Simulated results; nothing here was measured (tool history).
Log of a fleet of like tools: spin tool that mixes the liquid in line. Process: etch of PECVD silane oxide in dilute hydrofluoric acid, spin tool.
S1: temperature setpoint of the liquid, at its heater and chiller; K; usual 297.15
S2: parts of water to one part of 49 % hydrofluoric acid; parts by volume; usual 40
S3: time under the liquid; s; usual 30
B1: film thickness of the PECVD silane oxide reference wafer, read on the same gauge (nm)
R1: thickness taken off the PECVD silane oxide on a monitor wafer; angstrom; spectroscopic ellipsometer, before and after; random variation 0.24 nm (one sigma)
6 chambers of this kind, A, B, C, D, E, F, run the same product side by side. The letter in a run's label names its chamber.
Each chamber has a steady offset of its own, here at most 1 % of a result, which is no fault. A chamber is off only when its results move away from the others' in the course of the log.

run 1A hour=9.3 | S1=297.15 S2=40 S3=30 | B1=39.998 | R1=315.89
run 2B hour=20.6 | S1=297.15 S2=40 S3=30 | B1=40.03 | R1=310.96
run 3C hour=31.7 | S1=297.15 S2=40 S3=30 | B1=39.988 | R1=311.81
run 4F hour=40.3 | S1=297.15 S2=40 S3=30 | B1=40.013 | R1=314.98
run 5E hour=46.1 | S1=297.15 S2=45 S3=50 | B1=40.04 | R1=458.19
run 6D hour=53.3 | S1=297.15 S2=45 S3=50 | B1=40.006 | R1=468.36
run 7C hour=58.8 | S1=297.15 S2=45 S3=50 | B1=39.996 | R1=463.31
run 8D hour=69.9 | S1=297.15 S2=45 S3=50 | B1=40.008 | R1=465.46
run 9F hour=81.7 | S1=297.15 S2=45 S3=50 | B1=39.995 | R1=463.2
run 10E hour=92.8 | S1=297.15 S2=45 S3=50 | B1=39.975 | R1=465.66
run 11B hour=103.1 | S1=297.15 S2=60 S3=45 | B1=40.026 | R1=301.25
run 12A hour=112.7 | S1=297.15 S2=60 S3=45 | B1=39.974 | R1=308.34
run 13C hour=125.1 | S1=297.15 S2=60 S3=45 | B1=39.998 | R1=307.64
run 14E hour=133.8 | S1=297.15 S2=60 S3=45 | B1=40.012 | R1=309.43
-- hour=138.1 chamber D: thermometer replaced
run 15B hour=140.2 | S1=297.15 S2=60 S3=45 | B1=39.989 | R1=305.17
-- hour=144 chamber A: thermometer replaced
-- hour=151.7 chamber B: thermometer replaced
run 16F hour=152.7 | S1=297.15 S2=60 S3=45 | B1=40.041 | R1=305.06
run 17A hour=158.8 | S1=297.15 S2=40 S3=30 | B1=39.989 | R1=314.93
run 18D hour=165.8 | S1=297.15 S2=40 S3=30 | B1=40.011 | R1=316.74
run 19B hour=177.5 | S1=297.15 S2=40 S3=30 | B1=40.03 | R1=314.99
run 20C hour=183.3 | S1=297.15 S2=40 S3=30 | B1=40.026 | R1=311.31
run 21E hour=191.5 | S1=297.15 S2=40 S3=30 | B1=39.95 | R1=312.71
run 22D hour=201.9 | S1=297.15 S2=25 S3=30 | B1=39.99 | R1=515.21
run 23A hour=213.1 | S1=297.15 S2=25 S3=30 | B1=39.962 | R1=509.91
run 24F hour=223.6 | S1=297.15 S2=25 S3=30 | B1=40.001 | R1=508.13
run 25A hour=233.3 | S1=297.15 S2=25 S3=30 | B1=39.993 | R1=527.77
-- hour=240.2 chamber B: hydrofluoric acid flow meter replaced
run 26C hour=245.3 | S1=297.15 S2=25 S3=30 | B1=40.001 | R1=509.12
run 27E hour=253.8 | S1=297.15 S2=25 S3=30 | B1=39.975 | R1=516.49
run 28D hour=262 | S1=297.15 S2=40 S3=30 | B1=39.993 | R1=316.92
run 29B hour=268 | S1=297.15 S2=40 S3=30 | B1=40.02 | R1=310.8
run 30F hour=278.7 | S1=297.15 S2=40 S3=30 | B1=39.985 | R1=307.39
-- hour=283.7 chamber E: thermometer replaced
run 31F hour=285.2 | S1=297.15 S2=40 S3=15 | B1=39.99 | R1=155.09
run 32D hour=295.6 | S1=297.15 S2=40 S3=15 | B1=39.991 | R1=159.01
run 33A hour=303 | S1=297.15 S2=40 S3=15 | B1=40.034 | R1=156.54
run 34C hour=313.6 | S1=297.15 S2=40 S3=15 | B1=39.979 | R1=155.89
run 35E hour=322.1 | S1=297.15 S2=40 S3=15 | B1=40.012 | R1=159.01
run 36B hour=328.6 | S1=297.15 S2=40 S3=15 | B1=40.025 | R1=156.46
run 37C hour=335.1 | S1=301.65 S2=40 S3=20 | B1=39.986 | R1=248.6
run 38A hour=347.4 | S1=301.65 S2=40 S3=20 | B1=40.017 | R1=254.17
run 39D hour=360.1 | S1=301.65 S2=40 S3=20 | B1=40.022 | R1=251.68
run 40F hour=370.2 | S1=301.65 S2=40 S3=20 | B1=40.033 | R1=247.75
run 41B hour=381.8 | S1=301.65 S2=40 S3=20 | B1=39.981 | R1=249.6
run 42E hour=391.5 | S1=301.65 S2=40 S3=20 | B1=39.994 | R1=256.49
run 43D hour=397.8 | S1=294.65 S2=55 S3=30 | B1=39.981 | R1=203.87

What goes on in this fleet: one chamber off, a drifting gauge, or nothing beyond the chambers' own small offsets? Name the chamber and the cause, if any.

No chamber stands off beyond its own small offset, and the gauge holds steady.

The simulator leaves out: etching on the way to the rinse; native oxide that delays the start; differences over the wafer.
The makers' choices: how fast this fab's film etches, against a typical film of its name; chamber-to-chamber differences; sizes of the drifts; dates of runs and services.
